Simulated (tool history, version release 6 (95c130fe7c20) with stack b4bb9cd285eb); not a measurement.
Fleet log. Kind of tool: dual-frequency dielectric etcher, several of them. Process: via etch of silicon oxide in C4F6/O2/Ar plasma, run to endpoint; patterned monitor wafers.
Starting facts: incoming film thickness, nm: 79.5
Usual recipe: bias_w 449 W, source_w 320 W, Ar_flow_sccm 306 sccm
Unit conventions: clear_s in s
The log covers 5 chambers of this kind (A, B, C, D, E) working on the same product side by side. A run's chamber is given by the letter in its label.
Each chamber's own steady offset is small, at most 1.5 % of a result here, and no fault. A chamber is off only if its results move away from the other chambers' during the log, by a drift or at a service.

run 1D hour=6.6 | bias_w=449 source_w=320 Ar_flow_sccm=306 | clear_s=19.875
-- hour=12.9 chamber A: wet clean of the chamber
run 2B hour=19.4 | bias_w=449 source_w=320 Ar_flow_sccm=306 | clear_s=19.837
run 3C hour=29.7 | bias_w=449 source_w=320 Ar_flow_sccm=306 | clear_s=20.026
run 4E hour=37.8 | bias_w=449 source_w=320 Ar_flow_sccm=306 | clear_s=20.086
run 5A hour=47.8 | bias_w=449 source_w=320 Ar_flow_sccm=306 | clear_s=20.082
-- hour=56 chamber E: source power generator calibrated
run 6A hour=61.2 | bias_w=449 source_w=370 Ar_flow_sccm=267 | clear_s=18.763
run 7D hour=69.9 | bias_w=449 source_w=370 Ar_flow_sccm=267 | clear_s=18.518
run 8B hour=79 | bias_w=449 source_w=370 Ar_flow_sccm=267 | clear_s=18.835
run 9C hour=87 | bias_w=449 source_w=370 Ar_flow_sccm=267 | clear_s=18.755
-- hour=91.4 chamber B: wet clean of the chamber
run 10E hour=97.9 | bias_w=449 source_w=370 Ar_flow_sccm=267 | clear_s=18.376
-- hour=108.2 chamber D: wet clean of the chamber
run 11B hour=111.7 | bias_w=449 source_w=320 Ar_flow_sccm=306 | clear_s=19.982
run 12D hour=120.1 | bias_w=449 source_w=320 Ar_flow_sccm=306 | clear_s=19.824
run 13C hour=130.3 | bias_w=449 source_w=320 Ar_flow_sccm=306 | clear_s=19.959
run 14A hour=138.6 | bias_w=544 source_w=300 Ar_flow_sccm=306 | clear_s=19.208
run 15E hour=149.3 | bias_w=544 source_w=300 Ar_flow_sccm=306 | clear_s=19.206
run 16C hour=160.8 | bias_w=544 source_w=300 Ar_flow_sccm=306 | clear_s=19.162
run 17E hour=167.7 | bias_w=544 source_w=300 Ar_flow_sccm=306 | clear_s=18.914
run 18D hour=181.6 | bias_w=544 source_w=300 Ar_flow_sccm=306 | clear_s=18.627
-- hour=191.3 chamber C: wet clean of the chamber
run 19A hour=194.3 | bias_w=449 source_w=320 Ar_flow_sccm=306 | clear_s=19.884
run 20B hour=204.7 | bias_w=449 source_w=320 Ar_flow_sccm=306 | clear_s=19.952
run 21E hour=212.1 | bias_w=449 source_w=320 Ar_flow_sccm=306 | clear_s=19.9
run 22C hour=218.4 | bias_w=449 source_w=320 Ar_flow_sccm=306 | clear_s=19.97
run 23D hour=231.5 | bias_w=449 source_w=320 Ar_flow_sccm=306 | clear_s=19.911
run 24A hour=242.9 | bias_w=386 source_w=250 Ar_flow_sccm=306 | clear_s=23.259
-- hour=245.6 chamber E: wet clean of the chamber
run 25B hour=253.3 | bias_w=386 source_w=250 Ar_flow_sccm=306 | clear_s=22.692
run 26B hour=261.4 | bias_w=386 source_w=250 Ar_flow_sccm=306 | clear_s=22.838
-- hour=273 chamber B: source power generator calibrated
run 27D hour=274.9 | bias_w=386 source_w=250 Ar_flow_sccm=306 | clear_s=22.727
run 28E hour=286.3 | bias_w=386 source_w=250 Ar_flow_sccm=306 | clear_s=22.835
run 29C hour=295.7 | bias_w=449 source_w=320 Ar_flow_sccm=306 | clear_s=19.888
run 30A hour=303.2 | bias_w=449 source_w=320 Ar_flow_sccm=306 | clear_s=20.056
run 31D hour=309.5 | bias_w=449 source_w=320 Ar_flow_sccm=306 | clear_s=19.577
run 32A hour=322.8 | bias_w=449 source_w=320 Ar_flow_sccm=306 | clear_s=20.338
run 33B hour=331.1 | bias_w=522 source_w=320 Ar_flow_sccm=306 | clear_s=18.588
run 34C hour=343.7 | bias_w=522 source_w=320 Ar_flow_sccm=306 | clear_s=18.859
run 35E hour=357.1 | bias_w=522 source_w=320 Ar_flow_sccm=306 | clear_s=18.804
run 36D hour=370 | bias_w=522 source_w=320 Ar_flow_sccm=306 | clear_s=18.752

Predict what each chamber gives when all 5 of them run the settings below next.
run 37A hour=380.2 | bias_w=449 source_w=320 Ar_flow_sccm=306 | clear_s=?
run 37B hour=380.2 | bias_w=449 source_w=320 Ar_flow_sccm=306 | clear_s=?
run 37C hour=380.2 | bias_w=449 source_w=320 Ar_flow_sccm=306 | clear_s=?
run 37D hour=380.2 | bias_w=449 source_w=320 Ar_flow_sccm=306 | clear_s=?
run 37E hour=380.2 | bias_w=449 source_w=320 Ar_flow_sccm=306 | clear_s=?

run=37A clear_s=20.293
run=37B clear_s=20.268
run=37C clear_s=20.041
run=37D clear_s=19.852
run=37E clear_s=19.727
